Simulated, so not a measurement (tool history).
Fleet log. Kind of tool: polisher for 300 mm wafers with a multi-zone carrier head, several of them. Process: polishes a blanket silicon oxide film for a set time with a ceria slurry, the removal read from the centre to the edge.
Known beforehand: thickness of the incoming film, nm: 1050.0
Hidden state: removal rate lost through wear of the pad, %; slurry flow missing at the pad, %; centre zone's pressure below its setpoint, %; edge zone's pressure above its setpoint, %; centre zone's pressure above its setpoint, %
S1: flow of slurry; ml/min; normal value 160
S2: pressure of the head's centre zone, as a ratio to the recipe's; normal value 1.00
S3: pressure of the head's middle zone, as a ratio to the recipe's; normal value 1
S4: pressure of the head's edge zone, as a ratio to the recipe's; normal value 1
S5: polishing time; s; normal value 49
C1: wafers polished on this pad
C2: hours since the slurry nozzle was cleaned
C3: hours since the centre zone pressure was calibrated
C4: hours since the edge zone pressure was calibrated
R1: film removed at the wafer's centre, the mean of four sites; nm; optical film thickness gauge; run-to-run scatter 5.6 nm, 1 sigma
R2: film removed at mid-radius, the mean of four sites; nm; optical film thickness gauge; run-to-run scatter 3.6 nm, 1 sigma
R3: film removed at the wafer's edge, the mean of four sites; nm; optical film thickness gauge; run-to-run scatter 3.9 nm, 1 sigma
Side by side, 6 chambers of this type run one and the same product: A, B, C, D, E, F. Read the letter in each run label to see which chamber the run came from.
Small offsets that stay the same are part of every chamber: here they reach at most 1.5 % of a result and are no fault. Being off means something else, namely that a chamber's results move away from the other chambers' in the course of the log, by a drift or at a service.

run	hour	S1	S2	S3	S4	S5	C1	C2	C3	C4	R1	R2	R3
# hour 8.8: chamber C: slurry nozzle cleaned
1C	13.8	160	1.00	1	1	49	567	5.1	328.5	656.6	436.22	427.05	423.81
# hour 19.3: chamber D: centre zone pressure recalibrated
# hour 19.3: chamber B: worn pad replaced by a new one
2D	23.4	160	1.00	1	1	49	715	136.9	4.1	770.4	423.60	418.25	434.09
# hour 24.8: chamber F: slurry nozzle cleaned
# hour 27.5: chamber C: edge zone pressure recalibrated
3B	34.2	160	1.00	1	1	49	164	130.3	848.8	312.9	415.35	419.47	421.58
4F	48.8	160	1.00	1	1	49	570	24.1	492.2	1059.4	424.84	420.07	426.40
# hour 49.2: chamber C: worn pad replaced by a new one
# hour 52.0: chamber A: edge zone pressure recalibrated
5E	59.2	160	1.00	1	1	49	842	104.2	160.9	566.6	422.56	427.04	425.96
# hour 59.3: chamber A: slurry nozzle cleaned
# hour 61.7: chamber B: edge zone pressure recalibrated
6A	66.8	160	1.00	1	1	49	1434	7.6	315.1	14.8	429.80	417.90	428.45
# hour 67.1: chamber F: worn pad replaced by a new one
7A	78.5	190	0.95	1	1	49	1563	19.3	326.8	26.5	402.27	432.10	433.69
8E	87.4	190	0.95	1	1	49	1152	132.4	189.1	594.8	421.34	431.09	428.24
# hour 89.1: chamber E: edge zone pressure recalibrated
# hour 89.8: chamber B: worn pad replaced by a new one
# hour 93.8: chamber E: worn pad replaced by a new one
# hour 94.7: chamber D: worn pad replaced by a new one
9C	94.9	190	0.95	1	1	49	504	86.2	409.6	67.5	419.56	435.79	429.64
10F	109.8	190	0.95	1	1	49	471	85.1	553.2	1120.4	411.76	430.81	436.14
# hour 116.0: chamber B: centre zone pressure recalibrated
11B	117.5	190	0.95	1	1	49	305	213.6	1.6	55.9	414.59	431.66	430.71
12D	132.5	190	0.95	1	1	49	416	246.0	113.2	879.5	409.42	426.06	431.72
# hour 136.4: chamber E: slurry nozzle cleaned
# hour 142.7: chamber C: worn pad replaced by a new one
13A	144.1	160	1.00	1	1	49	2285	84.9	392.4	92.1	421.19	418.08	427.38
# hour 152.0: chamber F: worn pad replaced by a new one
14B	152.0	160	1.00	1	1	49	685	248.1	36.1	90.4	428.95	416.17	421.93
# hour 158.2: chamber B: worn pad replaced by a new one
15D	158.9	160	1.00	1	1	49	706	272.4	139.6	905.9	424.92	415.00	423.59
16F	169.9	130	1.00	1	1	49	197	145.2	613.3	1180.5	395.91	402.78	406.96
17C	177.1	130	1.00	1	1	49	379	168.4	491.8	149.7	415.91	408.66	402.96
18E	187.2	130	1.00	1	1	49	1028	50.9	288.9	98.2	403.21	405.19	410.70
# hour 191.0: chamber A: centre zone pressure recalibrated
19E	198.2	130	1.00	1	1	49	1149	61.9	299.9	109.2	403.78	400.31	412.98
# hour 199.8: chamber E: worn pad replaced by a new one
20C	207.9	130	1.00	1	1	49	718	199.2	522.6	180.5	412.35	416.77	405.68
21F	219.6	130	1.00	1	1	49	744	194.9	663.0	1230.2	402.60	411.99	412.91
# hour 227.3: chamber F: worn pad replaced by a new one
22B	232.7	160	1.00	1	1	49	820	328.8	116.8	171.1	418.96	419.50	427.14
# hour 234.5: chamber C: worn pad replaced by a new one
# hour 236.9: chamber D: worn pad replaced by a new one
23A	239.8	160	1.00	1	1	63	3339	180.6	48.8	187.8	530.21	531.05	536.02
# hour 245.2: chamber B: worn pad replaced by a new one
24D	247.1	160	1.00	1	1	63	112	360.6	227.8	994.1	539.69	530.95	552.10
# hour 252.0: chamber E: centre zone pressure recalibrated
25E	258.2	160	1.00	1	1	63	643	121.9	6.3	169.2	542.18	554.86	543.22
26A	269.3	160	1.00	1	1	63	3663	210.1	78.3	217.3	526.68	529.87	533.93
27C	284.3	160	1.00	1	1	63	549	275.6	599.0	256.9	550.88	548.40	555.19
28B	291.4	160	1.00	1	1	63	509	387.5	175.5	229.8	540.97	524.39	535.46
29F	299.0	160	1.00	1	1	49	790	274.3	742.4	1309.6	423.28	423.38	420.54
# hour 303.9: chamber F: worn pad replaced by a new one
30D	308.4	160	1.00	1	1	49	787	421.9	289.1	1055.4	418.98	411.44	434.25
# hour 310.1: chamber E: worn pad replaced by a new one
# hour 315.8: chamber C: worn pad replaced by a new one
31C	322.1	160	1.00	1	1	49	69	313.4	636.8	294.7	424.59	435.60	420.46
# hour 323.8: chamber D: slurry nozzle cleaned
32D	334.1	160	1.00	1	1	49	1070	10.4	314.8	1081.1	414.65	419.82	431.26
# hour 334.8: chamber B: worn pad replaced by a new one
# hour 340.0: chamber B: edge zone pressure recalibrated
# hour 342.1: chamber E: slurry nozzle cleaned
33A	342.7	160	1.00	1	1	49	4471	283.5	151.7	290.7	396.67	398.82	399.44
# hour 353.1: chamber C: slurry nozzle cleaned
34F	354.8	160	1.00	1	1	49	560	330.1	798.2	1365.4	413.11	427.93	417.37
35B	364.3	160	1.00	1	1	49	325	460.4	248.4	24.3	427.88	412.27	418.44
36E	374.6	160	1.00	1	1	49	710	32.5	122.7	285.6	420.47	424.61	425.63
37A	387.2	160	1.00	1	1	49	4961	328.0	196.2	335.2	395.68	390.54	399.68
38C	395.0	160	1.00	1	1	49	872	42.0	709.7	367.6	418.20	424.65	418.71

Is one chamber out of step, is the gauge drifting, or do the chambers differ by no more than their own small offsets? For an off chamber, give its letter and the likeliest cause.

Little by little, chamber A moves away from the other chambers.
Cause: removal rate lost through wear of the pad, % = 7.22.
It could be hard to tell apart here from: slurry flow missing at the pad, %.

Here are 4 candidates for chamber A's next run, each the usual settings with a change, their results left as question marks. Which one brings its results back in line with what the others give on the usual settings?
To be in line, a result may differ from the other chambers' mean on the usual settings by at most: R1 20.00 nm; R2 13.00 nm; R3 13.00 nm
39A-1	405.8	165	1.02	1.01	0.99	56					?	?	?
39A-2	405.8	155	0.98	0.99	1.01	42					?	?	?
39A-3	405.8	155	0.99	0.99	1.00	46					?	?	?
39A-4	405.8	165	1.01	1.01	1.00	52					?	?	?

On the usual settings, the other chambers give on average: R1 423.72 nm; R2 421.79 nm; R3 423.05 nm
run	R1	R2	R3
39A-1	460.18	453.34	451.65
39A-2	326.32	330.20	339.61
39A-3	361.34	361.64	370.02
39A-4	422.80	420.97	421.60
The answer is 39A-4, which returns the chamber to within the allowed miss of the others.
